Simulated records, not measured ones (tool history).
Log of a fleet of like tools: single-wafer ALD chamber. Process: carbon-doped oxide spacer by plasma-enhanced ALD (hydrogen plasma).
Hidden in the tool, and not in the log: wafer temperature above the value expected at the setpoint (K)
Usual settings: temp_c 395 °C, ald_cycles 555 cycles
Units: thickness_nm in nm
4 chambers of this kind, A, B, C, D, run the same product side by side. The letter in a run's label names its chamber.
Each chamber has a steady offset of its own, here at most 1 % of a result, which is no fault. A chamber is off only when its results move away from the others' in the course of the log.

| run | day | temp_c | ald_cycles | hours since the last thermocouple change | read-back reference wafer on the same gauge, thickness_nm | thickness_nm |
|---|---|---|---|---|---|---|
| 1C | 0.171 | 395 | 555 | 97.2 | 30.197 | 27.686 |
| 2A | 0.292 | 395 | 555 | 395.8 | 30.209 | 27.958 |
| 3D | 0.438 | 395 | 555 | 1392.5 | 30.222 | 27.587 |
| 4B | 0.625 | 395 | 555 | 1598.8 | 30.215 | 27.726 |
| 5B | 0.738 | 395 | 555 | 1601.5 | 30.220 | 27.731 |
| 6A | 0.850 | 395 | 555 | 409.2 | 30.228 | 27.967 |
| 7C | 1.017 | 395 | 555 | 117.5 | 30.234 | 27.729 |
| 8D | 1.142 | 395 | 555 | 1409.4 | 30.241 | 27.539 |
| 9D | 1.304 | 395 | 555 | 1413.3 | 30.236 | 27.543 |
| 10B | 1.467 | 395 | 555 | 1619.0 | 30.251 | 27.680 |
| 11A | 1.667 | 383 | 588 | 428.8 | 30.249 | 29.702 |
| 12C | 1.788 | 383 | 588 | 136.0 | 30.265 | 29.415 |
| 13B | 1.946 | 383 | 588 | 1630.5 | 30.260 | 29.367 |
| 14C | 2.067 | 383 | 588 | 142.7 | 30.262 | 29.373 |
| 15A | 2.171 | 395 | 555 | 440.9 | 30.278 | 28.014 |
| 16D | 2.279 | 395 | 555 | 1436.7 | 30.278 | 27.566 |
| 17D | 2.375 | 395 | 555 | 1439.0 | 30.273 | 27.568 |
| 18A | 2.483 | 395 | 555 | 448.4 | 30.285 | 28.078 |
| 19B | 2.646 | 395 | 555 | 1647.3 | 30.284 | 27.749 |
| 20C | 2.788 | 395 | 555 | 160.0 | 30.297 | 27.733 |
| 21A | 2.925 | 395 | 555 | 459.0 | 30.287 | 27.999 |
| 22B | 3.033 | 395 | 555 | 1656.6 | 30.293 | 27.699 |
|  | 3.138 | chamber D: thermocouple changed; heater temperature recalibrated |
| 23D | 3.183 | 395 | 588 | 1.1 | 30.309 | 29.352 |
| 24C | 3.362 | 395 | 588 | 173.8 | 30.308 | 29.414 |
| 25D | 3.454 | 395 | 588 | 7.6 | 30.318 | 29.295 |
| 26B | 3.617 | 395 | 588 | 1670.6 | 30.318 | 29.408 |
| 27C | 3.725 | 395 | 555 | 182.5 | 30.321 | 27.841 |
| 28A | 3.850 | 402 | 659 | 481.2 | 30.330 | 33.103 |
| 29B | 3.946 | 402 | 659 | 1678.5 | 30.332 | 32.328 |
| 30C | 4.046 | 402 | 659 | 190.2 | 30.337 | 32.819 |
| 31D | 4.200 | 402 | 659 | 25.5 | 30.342 | 32.585 |
| 32A | 4.300 | 395 | 555 | 492.0 | 30.342 | 28.141 |
| 33C | 4.492 | 395 | 555 | 200.9 | 30.358 | 27.844 |

All 4 chambers run these settings next. Forecast each chamber's results:
| 34A | 4.638 | 395 | 555 |  |  | ? |
| 34B | 4.638 | 395 | 555 |  |  | ? |
| 34C | 4.638 | 395 | 555 |  |  | ? |
| 34D | 4.638 | 395 | 555 |  |  | ? |

| run | thickness_nm |
|---|---|
| 34A | 28.115 |
| 34B | 27.795 |
| 34C | 27.842 |
| 34D | 27.748 |
